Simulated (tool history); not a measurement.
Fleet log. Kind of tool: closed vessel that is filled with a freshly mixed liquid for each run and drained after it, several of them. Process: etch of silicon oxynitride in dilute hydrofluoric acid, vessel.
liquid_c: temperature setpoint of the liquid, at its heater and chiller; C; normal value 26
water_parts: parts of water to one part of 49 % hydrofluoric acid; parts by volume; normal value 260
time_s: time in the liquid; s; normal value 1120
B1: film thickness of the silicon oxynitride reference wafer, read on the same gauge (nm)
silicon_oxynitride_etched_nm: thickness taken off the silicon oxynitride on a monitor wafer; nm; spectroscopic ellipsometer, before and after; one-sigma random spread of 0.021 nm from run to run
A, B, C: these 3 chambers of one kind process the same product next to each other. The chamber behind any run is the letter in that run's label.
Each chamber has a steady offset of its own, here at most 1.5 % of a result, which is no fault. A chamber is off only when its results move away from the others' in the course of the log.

Run 1A, hour 2.7: usual settings; B1 39.998. Result: silicon_oxynitride_etched_nm 6.8087 nm.
Run 2B, hour 6.0: usual settings; B1 39.982. Result: silicon_oxynitride_etched_nm 6.8752 nm.
Run 3C, hour 11.0: usual settings; B1 39.998. Result: silicon_oxynitride_etched_nm 6.9430 nm.
Run 4C, hour 16.2: usual settings; B1 39.970. Result: silicon_oxynitride_etched_nm 6.9344 nm.
Run 5B, hour 19.3: usual settings; B1 39.974. Result: silicon_oxynitride_etched_nm 6.8999 nm.
Run 6A, hour 23.0: usual settings; B1 40.002. Result: silicon_oxynitride_etched_nm 6.8705 nm.
Run 7B, hour 26.8: usual settings; B1 40.013. Result: silicon_oxynitride_etched_nm 6.8646 nm.
Run 8A, hour 29.3: usual settings; B1 40.018. Result: silicon_oxynitride_etched_nm 6.8713 nm.
Run 9C, hour 32.7: usual settings; B1 40.023. Result: silicon_oxynitride_etched_nm 6.9048 nm.
Run 10C, hour 36.8: usual settings; B1 39.946. Result: silicon_oxynitride_etched_nm 6.9068 nm.
Run 11B, hour 39.8: usual settings; B1 39.998. Result: silicon_oxynitride_etched_nm 6.8733 nm.
Run 12A, hour 42.6: usual settings; B1 39.994. Result: silicon_oxynitride_etched_nm 6.9123 nm.
Run 13C, hour 46.0: usual settings; B1 40.000. Result: silicon_oxynitride_etched_nm 6.9521 nm.
Run 14A, hour 50.1: usual settings; B1 40.027. Result: silicon_oxynitride_etched_nm 6.8773 nm.
Run 15B, hour 52.6: usual settings; B1 40.002. Result: silicon_oxynitride_etched_nm 6.9025 nm.
Run 16B, hour 55.9: usual settings; B1 40.005. Result: silicon_oxynitride_etched_nm 6.9084 nm.
Run 17C, hour 59.4: usual settings; B1 39.979. Result: silicon_oxynitride_etched_nm 6.9349 nm.
Run 18A, hour 62.9: usual settings; B1 39.990. Result: silicon_oxynitride_etched_nm 6.9183 nm.
Run 19C, hour 67.3: usual settings; B1 39.983. Result: silicon_oxynitride_etched_nm 6.9153 nm.
Run 20B, hour 70.4: usual settings but liquid_c 22 C, time_s 1520 s; B1 40.006. Result: silicon_oxynitride_etched_nm 7.9292 nm.
Run 21A, hour 73.0: usual settings but liquid_c 22 C, time_s 1520 s; B1 40.000. Result: silicon_oxynitride_etched_nm 7.9318 nm.
Run 22A, hour 75.7: usual settings but liquid_c 22 C, time_s 1520 s; B1 40.015. Result: silicon_oxynitride_etched_nm 7.9663 nm.
Run 23B, hour 79.5: usual settings; B1 40.005. Result: silicon_oxynitride_etched_nm 6.8997 nm.
At hour 82.0: chamber B: thermometer replaced.
Run 24C, hour 84.5: usual settings but time_s 600 s; B1 39.979. Result: silicon_oxynitride_etched_nm 3.7029 nm.
Run 25A, hour 89.7: usual settings but time_s 600 s; B1 39.991. Result: silicon_oxynitride_etched_nm 3.7518 nm.
Run 26C, hour 94.5: usual settings but time_s 600 s; B1 40.018. Result: silicon_oxynitride_etched_nm 3.6958 nm.
Run 27B, hour 97.9: usual settings; B1 39.990. Result: silicon_oxynitride_etched_nm 6.9037 nm.
Run 28B, hour 101.6: usual settings; B1 40.015. Result: silicon_oxynitride_etched_nm 6.9314 nm.
Run 29A, hour 106.7: usual settings; B1 39.989. Result: silicon_oxynitride_etched_nm 7.0292 nm.
Run 30C, hour 111.5: usual settings; B1 39.983. Result: silicon_oxynitride_etched_nm 6.9535 nm.
Run 31B, hour 113.8: usual settings but time_s 605 s; B1 40.008. Result: silicon_oxynitride_etched_nm 3.7380 nm.
Run 32C, hour 117.5: usual settings but time_s 605 s; B1 40.010. Result: silicon_oxynitride_etched_nm 3.7451 nm.
Run 33A, hour 121.8: usual settings but time_s 605 s; B1 40.000. Result: silicon_oxynitride_etched_nm 3.8119 nm.
Run 34B, hour 126.9: usual settings; B1 40.008. Result: silicon_oxynitride_etched_nm 6.8479 nm.
Run 35C, hour 131.8: usual settings but water_parts 310 parts by volume; B1 39.994. Result: silicon_oxynitride_etched_nm 5.5925 nm.
Run 36A, hour 134.4: usual settings but water_parts 310 parts by volume; B1 39.982. Result: silicon_oxynitride_etched_nm 5.7441 nm.

Is one chamber out of step, is the gauge drifting, or do the chambers differ by no more than their own small offsets? For an off chamber, give its letter and the likeliest cause.

Chamber A drifts away from the others.
Most likely cause: hydrofluoric acid flow above the setpoint (%) = 3.38.
The log may not separate it from: liquid hotter than its thermometer reads (K).

Here are 4 candidates for chamber A's next run, each the usual settings with a change, their results left as question marks. Which one brings its results back in line with what the others give on the usual settings?
In line means no further than this from the other chambers' mean on the usual settings: silicon_oxynitride_etched_nm 0.0730 nm
Run 37A-1, hour 138.2: usual settings but time_s 1090 s. Result: silicon_oxynitride_etched_nm ?.
Run 37A-2, hour 138.2: usual settings but time_s 1145 s. Result: silicon_oxynitride_etched_nm ?.
Run 37A-3, hour 138.2: usual settings but time_s 1175 s. Result: silicon_oxynitride_etched_nm ?.
Run 37A-4, hour 138.2: usual settings but water_parts 265 parts by volume, time_s 1090 s. Result: silicon_oxynitride_etched_nm ?.

Average result of the remaining chambers running the usual settings: silicon_oxynitride_etched_nm 6.9187 nm
  run  silicon_oxynitride_etched_nm
37A-1                        6.9016
37A-2                        7.2499
37A-3                        7.4398
37A-4                        6.7447
The right change is 37A-1: it brings the chamber back within the allowed miss of the others.

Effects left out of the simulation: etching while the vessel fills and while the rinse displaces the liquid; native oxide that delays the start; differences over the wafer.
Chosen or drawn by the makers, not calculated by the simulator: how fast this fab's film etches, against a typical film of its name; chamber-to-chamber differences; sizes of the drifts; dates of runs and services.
